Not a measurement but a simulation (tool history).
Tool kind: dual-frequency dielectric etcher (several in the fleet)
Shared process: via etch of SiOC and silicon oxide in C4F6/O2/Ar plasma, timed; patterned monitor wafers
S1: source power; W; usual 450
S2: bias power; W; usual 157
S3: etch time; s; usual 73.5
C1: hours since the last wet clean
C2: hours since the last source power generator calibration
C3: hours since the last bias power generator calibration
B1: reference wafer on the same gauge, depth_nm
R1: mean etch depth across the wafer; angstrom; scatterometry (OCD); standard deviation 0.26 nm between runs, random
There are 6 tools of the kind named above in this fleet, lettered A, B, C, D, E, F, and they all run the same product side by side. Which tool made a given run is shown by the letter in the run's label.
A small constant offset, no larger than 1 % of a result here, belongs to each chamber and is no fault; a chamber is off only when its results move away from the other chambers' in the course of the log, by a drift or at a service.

run	hour	S1	S2	S3	C1	C2	C3	B1	R1
1D	4.4	450	157	73.5	301.7	2271.5	1588.6	98.121	832.33
2C	8	450	157	73.5	418.6	436.9	2279.6	98.135	829.8
3F	11.3	450	157	73.5	86.4	852.3	3568	98.227	829.88
4E	16.4	450	157	73.5	224.6	420	208.9	98.196	827.61
5A	20.9	380	125	73.5	470.6	3245.1	386.9	98.197	728.82
6B	25.9	380	125	73.5	304.3	342.8	150	98.222	724.41
7C	29.1	380	125	73.5	439.7	458	2300.7	98.115	726.51
8A	31.6	380	125	73.5	481.3	3255.8	397.6	98.136	730.99
9E	35.2	380	125	73.5	243.4	438.8	227.7	98.204	724.48
10D	39.5	380	125	73.5	336.8	2306.6	1623.7	98.231	725.1
11B	44.4	450	157	73.5	322.8	361.3	168.5	98.231	830.35
# hour 47: chamber C: wet clean of the chamber
12F	48.9	450	157	59	124	889.9	3605.6	98.156	668.35
13B	52.1	450	157	59	330.5	369	176.2	98.187	662.89
# hour 56.6: chamber A: source power generator calibrated
14E	57.4	450	157	59	265.6	461	249.9	98.136	665.72
15F	62.3	450	157	59	137.4	903.3	3619	98.216	664.59
16C	64.7	450	157	59	17.8	493.6	2336.3	98.188	666.59
17A	68.1	450	157	59	517.8	11.6	434.1	98.156	670.91
18D	72	450	157	73.5	369.3	2339.1	1656.2	98.277	827
19D	74.3	450	157	73.5	371.6	2341.4	1658.5	98.16	824.62
20E	78.2	450	157	73.5	286.4	481.8	270.7	98.233	831.37
21C	81.6	450	157	73.5	34.7	510.5	2353.2	98.17	828.88
22B	85.1	450	157	89.5	363.5	402	209.2	98.238	1010
23A	88	450	157	89.5	537.7	31.5	454	98.273	1018.1
24F	93.1	450	157	89.5	168.2	934.1	3649.8	98.103	1016.7
# hour 96: chamber B: wet clean of the chamber
25A	98	450	157	89.5	547.7	41.5	464	98.192	1022
26C	100.7	450	157	89.5	53.8	529.6	2372.3	98.224	1008.7
27F	105.3	450	157	89.5	180.4	946.3	3662	98.169	1013.1
28B	109.4	540	157	94.5	13.4	426.3	233.5	98.139	1142.6
29D	114.3	540	157	94.5	411.6	2381.4	1698.5	98.258	1128.7
# hour 114.9: chamber F: bias power generator calibrated
30E	117.2	540	157	94.5	325.4	520.8	309.7	98.135	1147
31C	121.8	540	157	94.5	74.9	550.7	2393.4	98.19	1140
32F	126	540	157	94.5	201.1	967	11.2	98.225	1152.5
33E	130.9	540	157	94.5	339.1	534.5	323.4	98.212	1154.1
34A	135.8	370	157	57.5	585.5	79.3	501.8	98.187	608
35B	140.6	370	157	57.5	44.6	457.5	264.7	98.222	604.97
36D	145.5	370	157	57.5	442.8	2412.6	1729.7	98.13	588.66
37A	149.2	370	157	57.5	598.9	92.7	515.2	98.22	603.96
38B	152.8	370	157	57.5	56.8	469.7	276.9	98.12	604.76

What goes on in this fleet: one chamber off, a drifting gauge, or nothing beyond the chambers' own small offsets? Name the chamber and the cause, if any.

One chamber, D, drifts off from the rest bit by bit.
Likeliest cause: etch rate under this chamber's usual, % = 2.29.
The log might look much the same if the cause were instead: source power that arrives under what is set, %.

Which of the 4 candidates below, each the usual settings with something changed and its results left as question marks, puts chamber D back in line with what the other chambers give on the usual settings?
Maximum distance from the other chambers' mean on the usual settings for a result to count as in line: R1 9.1 angstrom
39D-1	156.7	450	158	75					?
39D-2	156.7	400	157	73.5					?
39D-3	156.7	450	157	71.5					?
39D-4	156.7	450	181	73.5					?

Usual-settings mean across the other chambers: R1 831.79 angstrom
run	R1
39D-1	828.44
39D-2	773.71
39D-3	788.21
39D-4	847.54
39D-1 brings the chamber back in line.
